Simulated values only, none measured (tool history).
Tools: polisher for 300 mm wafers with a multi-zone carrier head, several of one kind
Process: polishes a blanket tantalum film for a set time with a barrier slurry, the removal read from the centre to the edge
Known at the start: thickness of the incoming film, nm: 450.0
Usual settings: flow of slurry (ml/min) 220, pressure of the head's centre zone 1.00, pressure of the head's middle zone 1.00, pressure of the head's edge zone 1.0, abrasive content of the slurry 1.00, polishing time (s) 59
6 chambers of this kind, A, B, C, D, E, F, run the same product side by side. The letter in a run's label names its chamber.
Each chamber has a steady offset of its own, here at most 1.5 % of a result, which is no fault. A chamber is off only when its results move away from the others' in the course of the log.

run,hour,flow of slurry (ml/min),pressure of the head's centre zone,pressure of the head's middle zone,pressure of the head's edge zone,abrasive content of the slurry,polishing time (s),film removed at the wafer's centre (angstrom),film removed at mid-radius (angstrom),film removed at the wafer's edge (angstrom)
# hour 1.1: chamber C: edge zone pressure recalibrated
# hour 2.6: chamber F: worn pad replaced by a new one
1B,9.2,220,1.00,1.00,1.0,1.00,59,1041.70,1063.90,1061.10
# hour 16.4: chamber B: worn pad replaced by a new one
2E,18.7,220,1.00,1.00,1.0,1.00,59,1065.80,1077.10,1058.50
# hour 20.4: chamber E: worn pad replaced by a new one
3C,28.5,220,1.00,1.00,1.0,1.00,59,1069.90,1068.70,1101.30
# hour 29.2: chamber C: worn pad replaced by a new one
# hour 30.5: chamber D: worn pad replaced by a new one
# hour 31.5: chamber A: worn pad replaced by a new one
4A,34.0,220,1.00,1.00,1.0,1.00,59,1057.70,1099.70,1076.00
5F,42.0,220,1.00,1.00,1.0,1.00,59,1067.00,1083.20,1082.40
6D,51.4,220,1.00,1.11,1.0,1.00,59,1071.50,1204.60,1096.60
# hour 56.6: chamber F: worn pad replaced by a new one
# hour 58.7: chamber F: slurry nozzle cleaned
7B,60.1,220,1.00,1.11,1.0,1.00,59,1064.60,1191.00,1045.30
# hour 67.3: chamber C: slurry nozzle cleaned
8A,68.4,220,1.00,1.11,1.0,1.00,59,1056.40,1193.90,1080.20
# hour 72.0: chamber B: worn pad replaced by a new one
9D,76.2,220,1.00,1.11,1.0,1.00,59,1089.00,1197.10,1081.00
# hour 79.0: chamber B: edge zone pressure recalibrated
10E,80.9,220,1.00,1.11,1.0,1.00,59,1109.90,1192.80,1077.00
# hour 81.6: chamber D: worn pad replaced by a new one
# hour 87.7: chamber E: worn pad replaced by a new one
11F,89.2,220,1.00,1.11,1.0,1.00,59,1074.60,1186.40,1077.90
# hour 89.7: chamber A: worn pad replaced by a new one
# hour 91.7: chamber C: worn pad replaced by a new one
12C,94.8,220,1.00,1.00,1.0,1.00,59,1068.40,1084.80,1066.60
13F,100.9,220,1.00,1.00,1.0,0.85,59,1014.50,1018.00,1026.10
14C,107.2,220,1.00,1.00,1.0,0.85,59,1020.40,1026.30,1032.30
# hour 113.4: chamber F: worn pad replaced by a new one
15E,114.9,220,1.00,1.00,1.0,0.85,59,1034.30,1035.60,1003.00
16D,119.3,220,1.00,1.00,1.0,0.85,59,1030.90,1043.10,1051.50
17A,127.9,220,1.00,1.00,1.0,0.85,59,1009.30,1028.70,1004.70
# hour 133.8: chamber B: worn pad replaced by a new one
18B,134.9,220,1.00,1.00,1.0,0.85,59,1017.60,1028.00,1031.80
# hour 136.3: chamber A: worn pad replaced by a new one
# hour 141.0: chamber D: worn pad replaced by a new one
19A,141.6,220,1.00,1.00,1.0,1.00,59,1072.70,1089.70,1065.50
20D,149.4,220,1.00,0.95,1.1,1.00,59,1061.40,1033.70,1143.90
21E,156.0,220,1.00,0.95,1.1,1.00,59,1079.50,1034.00,1116.60
# hour 156.1: chamber E: worn pad replaced by a new one
22C,162.5,220,1.00,0.95,1.1,1.00,59,1084.40,1030.30,1122.40
# hour 167.1: chamber C: worn pad replaced by a new one
# hour 168.6: chamber F: worn pad replaced by a new one
23F,172.1,220,1.00,0.95,1.1,1.00,59,1088.30,1016.10,1142.00
24B,181.8,220,1.00,0.95,1.1,1.00,59,1053.10,1019.50,1114.30
25A,188.4,220,1.00,0.95,1.1,1.00,59,1033.00,1017.20,1112.70
# hour 190.5: chamber B: worn pad replaced by a new one
26B,193.8,220,1.00,1.00,1.0,1.00,59,1069.90,1087.70,1058.10
# hour 194.2: chamber F: edge zone pressure recalibrated
# hour 196.6: chamber A: centre zone pressure recalibrated
# hour 196.8: chamber A: edge zone pressure recalibrated
# hour 197.5: chamber A: worn pad replaced by a new one
27E,202.5,220,1.00,1.00,1.0,1.00,59,1093.00,1083.50,1077.40
# hour 203.3: chamber E: centre zone pressure recalibrated
# hour 203.5: chamber D: worn pad replaced by a new one
28C,209.2,220,1.00,1.00,1.0,1.00,59,1083.40,1068.70,1087.50
29F,214.9,220,1.00,1.00,1.0,1.00,59,1081.90,1066.90,1088.40
# hour 219.0: chamber D: slurry nozzle cleaned
30D,219.7,220,1.00,1.00,1.0,1.00,59,1066.00,1089.00,1094.30
31B,225.8,220,1.00,1.00,1.0,1.00,59,1097.90,1074.10,1059.00
# hour 228.1: chamber E: worn pad replaced by a new one
# hour 228.5: chamber F: worn pad replaced by a new one
32F,232.2,220,1.00,1.00,1.0,1.00,59,1094.10,1083.00,1062.30
33C,241.1,220,1.00,1.00,1.0,1.00,59,1079.00,1086.50,1084.50
34D,246.5,220,1.00,1.00,1.0,1.00,59,1057.40,1085.40,1087.60
35E,252.5,220,0.94,1.00,1.0,1.00,73,1272.20,1357.00,1339.00
# hour 253.1: chamber A: worn pad replaced by a new one
36A,260.1,220,0.94,1.00,1.0,1.00,73,1149.10,1264.00,1281.10
37A,266.3,220,0.94,1.00,1.0,1.00,73,1142.50,1260.00,1248.10

Next, every chamber runs the same settings. What will each give?
38A,273.3,220,1.00,1.00,1.0,0.90,59,?,?,?
38B,273.3,220,1.00,1.00,1.0,0.90,59,?,?,?
38C,273.3,220,1.00,1.00,1.0,0.90,59,?,?,?
38D,273.3,220,1.00,1.00,1.0,0.90,59,?,?,?
38E,273.3,220,1.00,1.00,1.0,0.90,59,?,?,?
38F,273.3,220,1.00,1.00,1.0,0.90,59,?,?,?

run,film removed at the wafer's centre (angstrom),film removed at mid-radius (angstrom),film removed at the wafer's edge (angstrom)
38A,968.67,979.25,979.35
38B,1026.90,1033.80,1032.40
38C,1045.90,1049.10,1027.50
38D,1034.30,1041.00,1051.50
38E,1036.60,1058.00,1049.10
38F,1042.70,1036.90,1036.10

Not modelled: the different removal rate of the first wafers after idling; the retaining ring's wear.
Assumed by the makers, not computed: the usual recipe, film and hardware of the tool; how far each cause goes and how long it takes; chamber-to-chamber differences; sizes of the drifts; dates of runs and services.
